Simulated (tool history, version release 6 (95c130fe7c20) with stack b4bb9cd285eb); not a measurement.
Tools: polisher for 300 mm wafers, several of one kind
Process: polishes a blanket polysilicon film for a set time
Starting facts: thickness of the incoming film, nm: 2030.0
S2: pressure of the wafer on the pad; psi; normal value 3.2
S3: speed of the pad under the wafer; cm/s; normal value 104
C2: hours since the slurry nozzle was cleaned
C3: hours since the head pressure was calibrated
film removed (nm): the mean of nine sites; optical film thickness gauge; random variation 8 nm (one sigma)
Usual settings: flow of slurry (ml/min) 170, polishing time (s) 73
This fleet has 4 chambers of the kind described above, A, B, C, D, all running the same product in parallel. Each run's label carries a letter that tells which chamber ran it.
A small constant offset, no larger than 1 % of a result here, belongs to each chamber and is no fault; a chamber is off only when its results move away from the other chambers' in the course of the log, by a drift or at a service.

-- day=0.071 chamber D: worn pad replaced by a new one
run 1A day=0.154 | flow_of_slurry_(ml/min)=170 S2=3.2 S3=104 polishing_time_(s)=73 | wafers_polished_on_this_pad=1203 C2=25.3 C3=808.6 | film_removed_(nm)=652.56
-- day=0.229 chamber A: worn pad replaced by a new one
run 2B day=0.333 | flow_of_slurry_(ml/min)=170 S2=3.2 S3=104 polishing_time_(s)=73 | wafers_polished_on_this_pad=686 C2=25.5 C3=346.2 | film_removed_(nm)=683.06
run 3C day=0.475 | flow_of_slurry_(ml/min)=170 S2=3.2 S3=104 polishing_time_(s)=73 | wafers_polished_on_this_pad=496 C2=199.7 C3=1022.4 | film_removed_(nm)=668.03
run 4D day=0.633 | flow_of_slurry_(ml/min)=170 S2=3.2 S3=104 polishing_time_(s)=73 | wafers_polished_on_this_pad=99 C2=29.1 C3=995.8 | film_removed_(nm)=668.54
run 5B day=0.742 | flow_of_slurry_(ml/min)=170 S2=3.2 S3=104 polishing_time_(s)=73 | wafers_polished_on_this_pad=758 C2=35.3 C3=356 | film_removed_(nm)=671.39
run 6A day=0.867 | flow_of_slurry_(ml/min)=170 S2=3.2 S3=104 polishing_time_(s)=73 | wafers_polished_on_this_pad=112 C2=42.4 C3=825.7 | film_removed_(nm)=659.22
run 7D day=0.975 | flow_of_slurry_(ml/min)=170 S2=3.2 S3=104 polishing_time_(s)=73 | wafers_polished_on_this_pad=158 C2=37.3 C3=1004 | film_removed_(nm)=669.99
run 8C day=1.108 | flow_of_slurry_(ml/min)=170 S2=3.2 S3=104 polishing_time_(s)=73 | wafers_polished_on_this_pad=606 C2=214.9 C3=1037.6 | film_removed_(nm)=652.73
run 9C day=1.321 | flow_of_slurry_(ml/min)=170 S2=3.2 S3=104 polishing_time_(s)=73 | wafers_polished_on_this_pad=644 C2=220 C3=1042.7 | film_removed_(nm)=651.95
run 10D day=1.446 | flow_of_slurry_(ml/min)=170 S2=3.2 S3=104 polishing_time_(s)=73 | wafers_polished_on_this_pad=241 C2=48.6 C3=1015.3 | film_removed_(nm)=671.77
run 11B day=1.629 | flow_of_slurry_(ml/min)=170 S2=3.2 S3=104 polishing_time_(s)=73 | wafers_polished_on_this_pad=913 C2=56.6 C3=377.3 | film_removed_(nm)=658.03
run 12A day=1.808 | flow_of_slurry_(ml/min)=170 S2=3.2 S3=104 polishing_time_(s)=73 | wafers_polished_on_this_pad=276 C2=65 C3=848.3 | film_removed_(nm)=649.85
-- day=1.862 chamber B: worn pad replaced by a new one
run 13D day=1.938 | flow_of_slurry_(ml/min)=170 S2=3.2 S3=104 polishing_time_(s)=73 | wafers_polished_on_this_pad=327 C2=60.4 C3=1027.1 | film_removed_(nm)=661.38
run 14C day=2.133 | flow_of_slurry_(ml/min)=170 S2=3.2 S3=104 polishing_time_(s)=73 | wafers_polished_on_this_pad=786 C2=239.5 C3=1062.2 | film_removed_(nm)=659.15
run 15B day=2.233 | flow_of_slurry_(ml/min)=170 S2=3.2 S3=104 polishing_time_(s)=73 | wafers_polished_on_this_pad=65 C2=71.1 C3=391.8 | film_removed_(nm)=678.08
run 16A day=2.375 | flow_of_slurry_(ml/min)=170 S2=3.2 S3=104 polishing_time_(s)=73 | wafers_polished_on_this_pad=375 C2=78.6 C3=861.9 | film_removed_(nm)=661.63
run 17D day=2.529 | flow_of_slurry_(ml/min)=170 S2=3.2 S3=104 polishing_time_(s)=73 | wafers_polished_on_this_pad=430 C2=74.6 C3=1041.3 | film_removed_(nm)=665.12
run 18B day=2.692 | flow_of_slurry_(ml/min)=170 S2=3.2 S3=104 polishing_time_(s)=73 | wafers_polished_on_this_pad=145 C2=82.1 C3=402.8 | film_removed_(nm)=663.56
run 19C day=2.867 | flow_of_slurry_(ml/min)=170 S2=3.2 S3=104 polishing_time_(s)=73 | wafers_polished_on_this_pad=914 C2=257.1 C3=1079.8 | film_removed_(nm)=659.19
run 20A day=3.004 | flow_of_slurry_(ml/min)=170 S2=3.2 S3=104 polishing_time_(s)=73 | wafers_polished_on_this_pad=485 C2=93.7 C3=877 | film_removed_(nm)=663.82
run 21C day=3.188 | flow_of_slurry_(ml/min)=170 S2=3.2 S3=126 polishing_time_(s)=96 | wafers_polished_on_this_pad=970 C2=264.8 C3=1087.5 | film_removed_(nm)=1066.3
-- day=3.25 chamber D: worn pad replaced by a new one
run 22B day=3.325 | flow_of_slurry_(ml/min)=170 S2=3.2 S3=126 polishing_time_(s)=96 | wafers_polished_on_this_pad=256 C2=97.3 C3=418 | film_removed_(nm)=1041.2
run 23D day=3.471 | flow_of_slurry_(ml/min)=170 S2=3.2 S3=126 polishing_time_(s)=96 | wafers_polished_on_this_pad=38 C2=97.2 C3=1063.9 | film_removed_(nm)=1073.4
run 24A day=3.638 | flow_of_slurry_(ml/min)=170 S2=3.2 S3=126 polishing_time_(s)=96 | wafers_polished_on_this_pad=596 C2=108.9 C3=892.2 | film_removed_(nm)=1043.2

Decide between three cases: one chamber stands off from its peers, the gauge reading all wafers drifts, or nothing is wrong past each chamber's small offset. Where a chamber is off, say which and what most likely put it there.

Beyond each chamber's small constant offset nothing stands out, and the gauge stays steady.

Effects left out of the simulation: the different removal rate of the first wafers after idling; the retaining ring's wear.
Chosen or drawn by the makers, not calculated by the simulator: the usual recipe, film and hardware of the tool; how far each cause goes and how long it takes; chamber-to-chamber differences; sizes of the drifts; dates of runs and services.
